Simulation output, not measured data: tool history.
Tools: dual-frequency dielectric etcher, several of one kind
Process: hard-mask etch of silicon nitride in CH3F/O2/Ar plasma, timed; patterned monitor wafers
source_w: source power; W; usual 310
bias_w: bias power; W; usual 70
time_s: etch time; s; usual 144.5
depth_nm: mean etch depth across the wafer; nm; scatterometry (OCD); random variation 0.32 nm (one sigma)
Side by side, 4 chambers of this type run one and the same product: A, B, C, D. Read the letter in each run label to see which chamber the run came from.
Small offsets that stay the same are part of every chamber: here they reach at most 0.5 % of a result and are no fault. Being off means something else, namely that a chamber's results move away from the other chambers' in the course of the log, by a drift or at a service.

run   hour  source_w  bias_w  time_s  hours since the last wet clean  hours since the last source power generator calibration  hours since the last bias power generator calibration  read-back reference wafer on the same gauge, depth_nm  depth_nm
 1D    6.6       310      70   144.5                            76.3                                                   1899.3                                                 2928.4                                                 81.427    89.911
 2A   17.4       310      70   144.5                           420.9                                                    201.8                                                 1110.4                                                 81.350    91.455
 3C   28.9       310      70   144.5                           335.6                                                   2421.8                                                 1458.5                                                 81.430    91.209
 4B   39.4       310      70   144.5                           188.2                                                    344.5                                                 1383.1                                                 81.417    90.794
 5C   50.9       310      70   144.5                           357.6                                                   2443.8                                                 1480.5                                                 81.373    91.354
 6D   57.7       310      70   144.5                           127.4                                                   1950.4                                                 2979.5                                                 81.467    90.500
 7B   63.6       310      61   144.5                           212.4                                                    368.7                                                 1407.3                                                 81.375    86.971
 8A   69.2       310      61   144.5                           472.7                                                    253.6                                                 1162.2                                                 81.453    86.550
 9A   79.0       310      61   144.5                           482.5                                                    263.4                                                 1172.0                                                 81.424    86.573
10B   86.2       310      61   144.5                           235.0                                                    391.3                                                 1429.9                                                 81.354    86.715
11C   92.7       310      70   144.5                           399.4                                                   2485.6                                                 1522.3                                                 81.368    90.970
12D  105.2       310      70   144.5                           174.9                                                   1997.9                                                 3027.0                                                 81.430    90.774
13B  112.4       310      70   169.5                           261.2                                                    417.5                                                 1456.1                                                 81.351   106.540
     112.8  -- chamber A: wet clean of the chamber
14D  118.0       310      70   169.5                           187.7                                                   2010.7                                                 3039.8                                                 81.455   106.130
15A  125.1       310      70   169.5                            12.4                                                    309.5                                                 1218.1                                                 81.379   102.330
16C  131.5       310      70   169.5                           438.2                                                   2524.4                                                 1561.1                                                 81.438   106.290
17C  143.5       310      70   144.5                           450.2                                                   2536.4                                                 1573.1                                                 81.423    91.576
     147.3  -- chamber C: source power generator calibrated
18A  151.4       310      70   144.5                            38.7                                                    335.8                                                 1244.4                                                 81.461    87.055
19B  157.4       310      70   144.5                           306.2                                                    462.5                                                 1501.1                                                 81.400    90.716
     159.5  -- chamber C: wet clean of the chamber
20D  168.6       310      70   144.5                           238.3                                                   2061.3                                                 3090.4                                                 81.414    90.383
21A  180.9       310      70   144.5                            68.2                                                    365.3                                                 1273.9                                                 81.432    87.296
22C  191.6       310      70   144.5                            32.2                                                     44.3                                                 1621.2                                                 81.420    92.083
23B  200.6       310      70   144.5                           349.4                                                    505.7                                                 1544.3                                                 81.404    90.948
24D  211.4       310      70   144.5                           281.1                                                   2104.1                                                 3133.2                                                 81.433    90.352
25A  219.8       270      70   144.5                           107.1                                                    404.2                                                 1312.8                                                 81.429    82.780
26D  226.4       270      70   144.5                           296.1                                                   2119.1                                                 3148.2                                                 81.347    85.789
27B  234.3       270      70   144.5                           383.1                                                    539.4                                                 1578.0                                                 81.434    86.040
28C  243.8       270      70   144.5                            84.4                                                     96.5                                                 1673.4                                                 81.370    86.375
29D  254.3       310      70   144.5                           324.0                                                   2147.0                                                 3176.1                                                 81.292    90.660
30B  260.6       310      70   158.0                           409.4                                                    565.7                                                 1604.3                                                 81.378    99.946
31C  266.8       310      70   158.0                           107.4                                                    119.5                                                 1696.4                                                 81.424    99.774
32A  272.3       310      70   158.0                           159.6                                                    456.7                                                 1365.3                                                 81.473    95.762
33A  281.8       310      70   158.0                           169.1                                                    466.2                                                 1374.8                                                 81.418    95.155
34C  287.6       310      70   106.5                           128.2                                                    140.3                                                 1717.2                                                 81.376    67.554
35D  297.0       310      70   106.5                           366.7                                                   2189.7                                                 3218.8                                                 81.421    66.637
36B  308.7       310      70   106.5                           457.5                                                    613.8                                                 1652.4                                                 81.415    67.123
37C  316.0       310      70   106.5                           156.6                                                    168.7                                                 1745.6                                                 81.384    67.207
38D  328.1       310      70   144.5                           397.8                                                   2220.8                                                 3249.9                                                 81.420    90.312
39B  339.7       310      70   144.5                           488.5                                                    644.8                                                 1683.4                                                 81.381    91.128
40A  350.4       310      70   144.5                           237.7                                                    534.8                                                 1443.4                                                 81.351    87.543

Read the log: is a single chamber off, either drifting away or since a service, is the gauge that measures every chamber drifting, or is nothing wrong beyond small per-chamber offsets? Name any odd chamber and what most likely caused it.

A service on chamber A put it out of line with the rest.
What lies behind it: etch rate under this chamber's usual, % = 4.55.

Chamber A could run next with any of the 4 candidate recipes listed below; each alters the usual settings, and their results appear as question marks. Which one brings its results back in line with what the other chambers deliver on the usual settings?
Counts as in line when no further than this from what the other chambers average on the usual settings: depth_nm 1.100 nm
41A-1  359.6       310      87   144.5                                                                                                                                                                                                                ?
41A-2  359.6       310      70   150.5                                                                                                                                                                                                                ?
41A-3  359.6       280      63   144.5                                                                                                                                                                                                                ?
41A-4  359.6       310      70   138.5                                                                                                                                                                                                                ?

What the other chambers average on the usual settings: depth_nm 90.878 nm
  run  depth_nm
41A-1    94.159
41A-2    90.668
41A-3    80.734
41A-4    83.438
41A-2 puts the chamber back in line with the other chambers.

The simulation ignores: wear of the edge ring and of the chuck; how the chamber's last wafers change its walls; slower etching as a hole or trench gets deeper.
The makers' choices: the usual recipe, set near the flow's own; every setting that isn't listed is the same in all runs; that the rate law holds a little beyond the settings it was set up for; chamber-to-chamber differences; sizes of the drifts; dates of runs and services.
